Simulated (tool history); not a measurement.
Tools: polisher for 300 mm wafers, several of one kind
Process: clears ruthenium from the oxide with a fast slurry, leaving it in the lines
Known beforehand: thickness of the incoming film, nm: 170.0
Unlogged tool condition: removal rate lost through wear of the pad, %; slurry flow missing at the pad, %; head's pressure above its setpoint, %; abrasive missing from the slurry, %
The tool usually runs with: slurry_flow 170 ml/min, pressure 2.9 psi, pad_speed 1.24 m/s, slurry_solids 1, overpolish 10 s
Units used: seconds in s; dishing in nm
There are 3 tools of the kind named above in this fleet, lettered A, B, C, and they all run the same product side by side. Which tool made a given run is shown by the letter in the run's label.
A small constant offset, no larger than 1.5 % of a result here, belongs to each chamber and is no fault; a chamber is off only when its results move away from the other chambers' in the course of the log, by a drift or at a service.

run    day  slurry_flow  pressure  pad_speed  slurry_solids  overpolish  wafers polished on this pad  hours since the slurry nozzle was cleaned  hours since the head pressure was calibrated  hours since the slurry blender was calibrated  seconds  dishing
 1C  0.188          170       2.9       1.24              1          10                          466                                      344.8                                         352.1                                          125.0   39.283   35.945
 2A  0.404          170       2.9       1.24              1          10                         1411                                       48.6                                         110.7                                          157.5   37.509   36.435
     0.483  -- chamber B: slurry nozzle cleaned
 3B  0.533          170       2.9       1.24              1          10                           79                                        1.3                                         284.7                                          134.5   38.488   35.745
 4B  0.667          170       2.9       1.24              1          10                           99                                        4.5                                         287.9                                          137.7   38.970   36.665
     0.721  -- chamber A: worn pad replaced by a new one
 5A  0.808          170       2.9       1.24              1          10                           13                                       58.3                                         120.4                                          167.2   38.014   36.345
 6C  0.925          170       2.9       1.24              1          10                          576                                      362.5                                         369.8                                          142.7   39.849   36.195
 7B  1.029          170       2.9       1.24              1          10                          153                                       13.2                                         296.6                                          146.4   38.834   36.061
 8C  1.138          170       2.9       1.24              1          10                          608                                      367.6                                         374.9                                          147.8   39.421   36.188
 9A  1.246          170       2.9       1.24              1          10                           78                                       68.8                                         130.9                                          177.7   37.961   37.410
10B  1.383          170       2.9       1.24              1          10                          205                                       21.7                                         305.1                                          154.9   37.452   36.026
11A  1.588          170       2.9       1.24              1          10                          128                                       77.0                                         139.1                                          185.9   38.288   35.653
12C  1.700          170       2.9       1.24              1          10                          691                                      381.1                                         388.4                                          161.3   39.306   36.632
13B  1.825          170       2.9       1.24              1          10                          271                                       32.3                                         315.7                                          165.5   38.626   36.580
14C  1.988          170       2.9       1.24              1          10                          734                                      388.0                                         395.3                                          168.2   39.532   35.886
     2.000  -- chamber A: slurry blender recalibrated
     2.079  -- chamber C: slurry blender recalibrated
15A  2.200          170       2.9       1.24              1          10                          220                                       91.7                                         153.8                                            4.9   38.400   36.428
16B  2.321          135       2.9       1.24              1          10                          345                                       44.2                                         327.6                                          177.4   39.718   35.071
17A  2.533          135       2.9       1.24              1          10                          269                                       99.7                                         161.8                                           12.9   40.862   35.291
18C  2.642          135       2.9       1.24              1          10                          831                                      403.7                                         411.0                                           13.6   40.639   35.136
     2.717  -- chamber C: slurry nozzle cleaned
19A  2.825          170       2.9       1.24              1          10                          313                                      106.7                                         168.8                                           19.9   38.060   37.275
20B  2.946          170       2.9       1.24              1          10                          438                                       59.2                                         342.6                                          192.4   37.732   35.791
21C  3.138          170       2.9       1.24              1          10                          905                                       10.2                                         422.9                                           25.5   39.162   37.128
22B  3.300          170       2.9       1.24              1          10                          490                                       67.7                                         351.1                                          200.9   38.427   36.997
23C  3.517          170       2.9       1.24              1          10                          962                                       19.3                                         432.0                                           34.6   38.550   36.931
24A  3.642          170       2.9       1.24              1          10                          434                                      126.3                                         188.4                                           39.5   38.932   37.160
25C  3.858          170       2.9       1.24              1          10                         1012                                       27.5                                         440.2                                           42.8   39.028   35.976
26A  4.067          170       2.9       1.24              1          10                          497                                      136.5                                         198.6                                           49.7   39.163   36.765
27B  4.217          170       2.9       1.56              1          14                          627                                       89.7                                         373.1                                          222.9   30.222   60.374
     4.229  -- chamber B: slurry blender recalibrated
28C  4.312          170       2.9       1.56              1          14                         1080                                       38.4                                         451.1                                           53.7   30.765   61.322
29B  4.521          170       2.9       1.56              1          14                          672                                       97.0                                         380.4                                            7.0   30.631   59.853

One chamber off, gauge drift, or nothing amiss beyond the chambers' own small offsets? If it is a chamber, which one, and what is the likeliest cause?

Neither any chamber nor the gauge drifts; the chambers differ only by their own small, steady offsets.

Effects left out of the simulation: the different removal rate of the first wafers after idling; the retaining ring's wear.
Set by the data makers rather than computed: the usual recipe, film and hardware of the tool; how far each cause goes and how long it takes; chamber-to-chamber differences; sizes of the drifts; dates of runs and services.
